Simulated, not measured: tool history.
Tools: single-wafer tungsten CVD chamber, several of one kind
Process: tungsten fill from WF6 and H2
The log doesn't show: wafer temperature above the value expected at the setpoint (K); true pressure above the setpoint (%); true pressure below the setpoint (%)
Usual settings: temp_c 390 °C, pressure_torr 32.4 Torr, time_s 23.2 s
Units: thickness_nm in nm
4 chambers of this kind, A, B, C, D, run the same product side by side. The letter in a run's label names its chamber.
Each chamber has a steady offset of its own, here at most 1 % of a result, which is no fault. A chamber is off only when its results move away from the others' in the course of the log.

| run | hour | temp_c | pressure_torr | time_s | hours since the last thermocouple change | hours since the last manometer calibration | read-back reference wafer on the same gauge, thickness_nm | thickness_nm |
|---|---|---|---|---|---|---|---|---|
| 1B | 6.6 | 390 | 32.4 | 23.2 | 1152.9 | 1187.8 | 54.455 | 58.167 |
| 2D | 9.9 | 390 | 32.4 | 23.2 | 953.3 | 1776.6 | 54.515 | 57.660 |
| 3A | 13.0 | 390 | 32.4 | 23.2 | 621.7 | 350.3 | 54.459 | 57.892 |
| 4C | 16.4 | 390 | 32.4 | 23.2 | 647.5 | 302.2 | 54.515 | 57.523 |
| 5A | 20.9 | 390 | 32.4 | 23.2 | 629.6 | 358.2 | 54.451 | 58.009 |
| 6B | 26.3 | 390 | 32.4 | 23.2 | 1172.6 | 1207.5 | 54.472 | 58.619 |
| 7D | 32.1 | 390 | 32.4 | 23.2 | 975.5 | 1798.8 | 54.474 | 57.581 |
| 8C | 35.8 | 390 | 32.4 | 23.2 | 666.9 | 321.6 | 54.490 | 57.332 |
| 9D | 39.2 | 390 | 32.4 | 23.2 | 982.6 | 1805.9 | 54.436 | 57.236 |
| 10C | 43.0 | 390 | 32.4 | 23.2 | 674.1 | 328.8 | 54.593 | 57.064 |
| 11B | 47.4 | 390 | 32.4 | 23.2 | 1193.7 | 1228.6 | 54.403 | 57.629 |
| 12A | 52.7 | 390 | 32.4 | 23.2 | 661.4 | 390.0 | 54.434 | 58.558 |
| 13B | 58.3 | 390 | 32.4 | 23.2 | 1204.6 | 1239.5 | 54.531 | 58.110 |
| 14C | 61.9 | 390 | 32.4 | 23.2 | 693.0 | 347.7 | 54.500 | 56.557 |
| 15D | 64.8 | 390 | 32.4 | 20.2 | 1008.2 | 1831.5 | 54.470 | 50.100 |
| 16A | 71.1 | 390 | 32.4 | 20.2 | 679.8 | 408.4 | 54.447 | 51.546 |
| 17C | 77.0 | 390 | 32.4 | 20.2 | 708.1 | 362.8 | 54.463 | 49.949 |
| 18D | 80.4 | 390 | 32.4 | 20.2 | 1023.8 | 1847.1 | 54.475 | 49.910 |
| 19B | 83.5 | 390 | 32.4 | 23.2 | 1229.8 | 1264.7 | 54.515 | 58.117 |
| 20A | 88.5 | 390 | 32.4 | 23.2 | 697.2 | 425.8 | 54.505 | 59.496 |
| 21D | 94.6 | 390 | 32.4 | 23.2 | 1038.0 | 1861.3 | 54.576 | 57.269 |
| 22C | 100.4 | 390 | 32.4 | 23.2 | 731.5 | 386.2 | 54.524 | 57.003 |
| 23A | 105.1 | 390 | 32.4 | 23.2 | 713.8 | 442.4 | 54.455 | 59.420 |
| 24B | 109.1 | 390 | 32.4 | 23.2 | 1255.4 | 1290.3 | 54.470 | 58.019 |
| 25D | 113.6 | 390 | 32.4 | 23.2 | 1057.0 | 1880.3 | 54.464 | 57.511 |
| 26B | 117.5 | 390 | 32.4 | 23.2 | 1263.8 | 1298.7 | 54.517 | 58.103 |
| 27A | 122.3 | 390 | 32.4 | 23.2 | 731.0 | 459.6 | 54.508 | 59.949 |
| 28C | 127.5 | 390 | 32.4 | 23.2 | 758.6 | 413.3 | 54.490 | 57.920 |
| 29D | 134.1 | 390 | 32.4 | 24.8 | 1077.5 | 1900.8 | 54.502 | 61.017 |

Is one chamber off against the others, does the gauge drift, or is nothing wrong? If a chamber is off, say which, and what the likeliest cause is.

Chamber A drifts away from the others.
Cause: wafer temperature above the value expected at the setpoint (K) = 2.24.
The log may not tell that from: true pressure above the setpoint (%).

Here are 4 candidates for chamber A's next run, each the usual settings with a change, their results left as question marks. Which one brings its results back in line with what the others give on the usual settings?
In line means no further than this from the other chambers' mean on the usual settings: thickness_nm 0.950 nm
| 30A-1 | 138.8 | 390 | 32.4 | 22.1 |  |  |  | ? |
| 30A-2 | 138.8 | 390 | 33.6 | 23.2 |  |  |  | ? |
| 30A-3 | 138.8 | 390 | 32.4 | 24.3 |  |  |  | ? |
| 30A-4 | 138.8 | 389 | 32.2 | 23.2 |  |  |  | ? |

The other chambers' mean on the usual settings: thickness_nm 57.637 nm
| run | thickness_nm |
|---|---|
| 30A-1 | 57.407 |
| 30A-2 | 61.299 |
| 30A-3 | 63.148 |
| 30A-4 | 58.969 |
30A-1 brings the chamber back in line.

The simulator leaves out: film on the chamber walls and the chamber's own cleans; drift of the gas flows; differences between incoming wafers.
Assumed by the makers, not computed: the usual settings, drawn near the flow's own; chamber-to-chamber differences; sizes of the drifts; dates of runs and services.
